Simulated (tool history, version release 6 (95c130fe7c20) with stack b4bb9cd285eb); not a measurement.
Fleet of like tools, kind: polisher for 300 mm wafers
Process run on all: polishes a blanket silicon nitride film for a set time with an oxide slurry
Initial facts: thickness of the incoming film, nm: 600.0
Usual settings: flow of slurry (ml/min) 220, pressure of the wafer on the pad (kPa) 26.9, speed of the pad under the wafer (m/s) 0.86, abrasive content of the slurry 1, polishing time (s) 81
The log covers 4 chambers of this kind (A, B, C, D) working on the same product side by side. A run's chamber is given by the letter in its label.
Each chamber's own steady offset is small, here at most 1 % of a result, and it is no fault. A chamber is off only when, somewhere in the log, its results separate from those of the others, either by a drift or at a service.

run   hour  flow of slurry (ml/min)  pressure of the wafer on the pad (kPa)  speed of the pad under the wafer (m/s)  abrasive content of the slurry  polishing time (s)  film removed (angstrom)
 1A    8.3                      220                                    26.9                                    0.86                               1                  81                   453.68
 2B   16.0                      220                                    26.9                                    0.86                               1                  81                   451.22
      22.2  -- chamber D: worn pad replaced by a new one
      25.7  -- chamber C: worn pad replaced by a new one
 3D   27.1                      220                                    26.9                                    0.86                               1                  81                   449.67
      27.9  -- chamber C: slurry nozzle cleaned
      28.5  -- chamber C: slurry blender recalibrated
 4C   37.5                      220                                    26.9                                    0.86                               1                  81                   462.29
      40.1  -- chamber C: conditioning disc replaced and pad reconditioned
 5C   51.1                      220                                    26.9                                    0.86                               1                  81                   448.56
 6D   62.7                      220                                    26.9                                    0.86                               1                  81                   460.42
      63.2  -- chamber A: slurry nozzle cleaned
 7A   77.4                      220                                    26.9                                    0.60                               1                  81                   343.02
 8B   86.9                      220                                    26.9                                    0.60                               1                  81                   335.11
      87.4  -- chamber B: worn pad replaced by a new one
      91.8  -- chamber A: slurry blender recalibrated
      92.6  -- chamber C: worn pad replaced by a new one
 9D   95.2                      220                                    26.9                                    0.60                               1                  81                   347.56
      98.7  -- chamber A: worn pad replaced by a new one
     103.2  -- chamber A: conditioning disc replaced and pad reconditioned
10C  110.0                      220                                    26.9                                    0.60                               1                  81                   336.05
11A  117.1                      220                                    26.9                                    0.86                               1                  81                   455.23
     121.5  -- chamber B: conditioning disc replaced and pad reconditioned
12B  127.7                      220                                    31.7                                    0.86                               1                  81                   527.13
     130.6  -- chamber D: head pressure recalibrated
     133.3  -- chamber D: worn pad replaced by a new one
13D  139.9                      220                                    31.7                                    0.86                               1                  81                   539.84
14A  149.2                      220                                    31.7                                    0.86                               1                  81                   542.18
     151.3  -- chamber D: conditioning disc replaced and pad reconditioned
15B  162.8                      220                                    31.7                                    0.86                               1                  81                   516.44
     163.6  -- chamber D: slurry blender recalibrated
     166.9  -- chamber C: worn pad replaced by a new one
16C  170.3                      220                                    26.9                                    0.86                               1                  81                   457.43
17C  176.8                      220                                    26.9                                    0.86                               1                  81                   454.26
     187.7  -- chamber B: worn pad replaced by a new one
18A  187.8                      220                                    26.9                                    0.86                               1                  81                   455.45
     194.3  -- chamber A: worn pad replaced by a new one
19B  195.1                      220                                    26.9                                    0.86                               1                  81                   437.44
20D  203.6                      220                                    26.9                                    0.86                               1                  81                   463.84
21C  211.3                      220                                    31.7                                    1.08                               1                  81                   655.16
22B  219.7                      220                                    31.7                                    1.08                               1                  81                   610.47
23A  231.6                      220                                    31.7                                    1.08                               1                  81                   650.06
24D  241.4                      220                                    31.7                                    1.08                               1                  81                   645.88
     244.1  -- chamber D: worn pad replaced by a new one
     245.3  -- chamber C: worn pad replaced by a new one
25B  253.8                      220                                    26.9                                    0.86                               1                  81                   432.00
     261.3  -- chamber A: head pressure recalibrated
26C  264.8                      220                                    26.9                                    0.86                               1                  81                   460.81
     265.7  -- chamber D: slurry nozzle cleaned
     267.1  -- chamber A: slurry blender recalibrated
27D  271.6                      220                                    26.9                                    0.86                               1                  81                   459.20
28A  280.7                      220                                    26.9                                    0.86                               1                  81                   461.03
     289.7  -- chamber B: worn pad replaced by a new one
     293.3  -- chamber B: slurry nozzle cleaned
29B  295.1                      220                                    26.9                                    0.86                               1                  81                   417.79
     296.9  -- chamber A: worn pad replaced by a new one
30A  307.8                      220                                    26.9                                    0.86                               1                  81                   456.81
     308.6  -- chamber C: worn pad replaced by a new one
31D  321.6                      220                                    26.9                                    0.86                               1                  81                   453.87
32C  329.0                      220                                    26.9                                    0.86                               1                  81                   451.68
33D  341.6                      220                                    26.9                                    1.14                               1                  81                   576.79
     346.3  -- chamber A: slurry nozzle cleaned
34A  356.0                      220                                    26.9                                    1.14                               1                  81                   576.37
35C  366.0                      220                                    26.9                                    1.14                               1                  81                   569.84

Predict what each chamber gives when all 4 of them run the settings below next.
36A  376.7                      280                                    26.9                                    0.86                               1                  81                        ?
36B  376.7                      280                                    26.9                                    0.86                               1                  81                        ?
36C  376.7                      280                                    26.9                                    0.86                               1                  81                        ?
36D  376.7                      280                                    26.9                                    0.86                               1                  81                        ?

run  film removed (angstrom)
36A                   473.44
36B                   420.23
36C                   461.37
36D                   471.19
